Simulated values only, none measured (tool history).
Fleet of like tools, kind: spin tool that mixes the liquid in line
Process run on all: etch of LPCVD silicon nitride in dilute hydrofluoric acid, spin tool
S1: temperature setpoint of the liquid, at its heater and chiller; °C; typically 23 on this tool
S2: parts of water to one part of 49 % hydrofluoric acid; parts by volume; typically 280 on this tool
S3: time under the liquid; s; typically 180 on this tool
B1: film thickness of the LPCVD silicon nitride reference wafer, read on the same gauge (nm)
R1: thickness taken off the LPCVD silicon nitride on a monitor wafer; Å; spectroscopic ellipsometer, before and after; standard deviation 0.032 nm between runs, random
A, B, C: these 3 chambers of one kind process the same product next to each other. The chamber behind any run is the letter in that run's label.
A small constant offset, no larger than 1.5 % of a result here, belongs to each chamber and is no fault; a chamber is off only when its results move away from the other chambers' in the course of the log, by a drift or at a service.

run 1A day=0.325 | S1=23 S2=280 S3=180 | B1=59.983 | R1=3.0112
run 2B day=0.708 | S1=23 S2=280 S3=180 | B1=60.014 | R1=3.41
run 3C day=1.246 | S1=23 S2=280 S3=180 | B1=59.993 | R1=3.4949
run 4C day=1.662 | S1=23 S2=280 S3=180 | B1=60.024 | R1=2.9142
run 5B day=2.258 | S1=23 S2=280 S3=180 | B1=59.977 | R1=3.3152
run 6A day=2.846 | S1=20.5 S2=280 S3=125 | B1=59.999 | R1=2.2344
run 7C day=3.317 | S1=20.5 S2=280 S3=125 | B1=59.991 | R1=1.8185
run 8A day=3.892 | S1=20.5 S2=280 S3=125 | B1=60.014 | R1=2.274
run 9B day=4.462 | S1=23 S2=280 S3=180 | B1=59.987 | R1=3.5487
run 10B day=5.054 | S1=23 S2=280 S3=180 | B1=59.993 | R1=3.7983
run 11C day=5.321 | S1=23 S2=280 S3=180 | B1=59.97 | R1=4.254
run 12A day=5.883 | S1=23 S2=280 S3=180 | B1=60.018 | R1=3.437
run 13C day=6.421 | S1=23 S2=280 S3=180 | B1=59.977 | R1=3.1315
run 14A day=6.692 | S1=23 S2=280 S3=180 | B1=59.995 | R1=3.4147
run 15B day=7.196 | S1=23 S2=280 S3=180 | B1=60.002 | R1=3.1201
run 16C day=7.654 | S1=23 S2=280 S3=180 | B1=60.009 | R1=3.6835
run 17B day=7.921 | S1=23 S2=280 S3=180 | B1=60 | R1=3.6093
run 18A day=8.308 | S1=23 S2=280 S3=180 | B1=60.007 | R1=3.2768
run 19A day=8.738 | S1=23 S2=280 S3=180 | B1=59.987 | R1=3.6363
run 20C day=9.112 | S1=23 S2=280 S3=180 | B1=60.024 | R1=4.0825
run 21B day=9.508 | S1=23 S2=280 S3=180 | B1=60.032 | R1=3.3448
run 22C day=10.058 | S1=23 S2=280 S3=180 | B1=60.018 | R1=4.0658
run 23B day=10.612 | S1=23 S2=280 S3=180 | B1=60.01 | R1=3.4404
run 24A day=11.121 | S1=25 S2=280 S3=95 | B1=60.036 | R1=1.9538
-- day=11.233 chamber C: hydrofluoric acid flow meter replaced
run 25B day=11.683 | S1=25 S2=280 S3=95 | B1=59.974 | R1=2.3559
run 26A day=12.033 | S1=25 S2=280 S3=95 | B1=60.01 | R1=2.1194
run 27C day=12.558 | S1=23 S2=280 S3=180 | B1=60.009 | R1=3.6779
run 28A day=13.058 | S1=23 S2=280 S3=180 | B1=59.982 | R1=3.429

Predict what each chamber gives when all 3 of them run the settings below next.
run 29A day=13.496 | S1=23 S2=385 S3=180 | R1=?
run 29B day=13.496 | S1=23 S2=385 S3=180 | R1=?
run 29C day=13.496 | S1=23 S2=385 S3=180 | R1=?

run=29A R1=2.4845
run=29B R1=3.2055
run=29C R1=2.4246
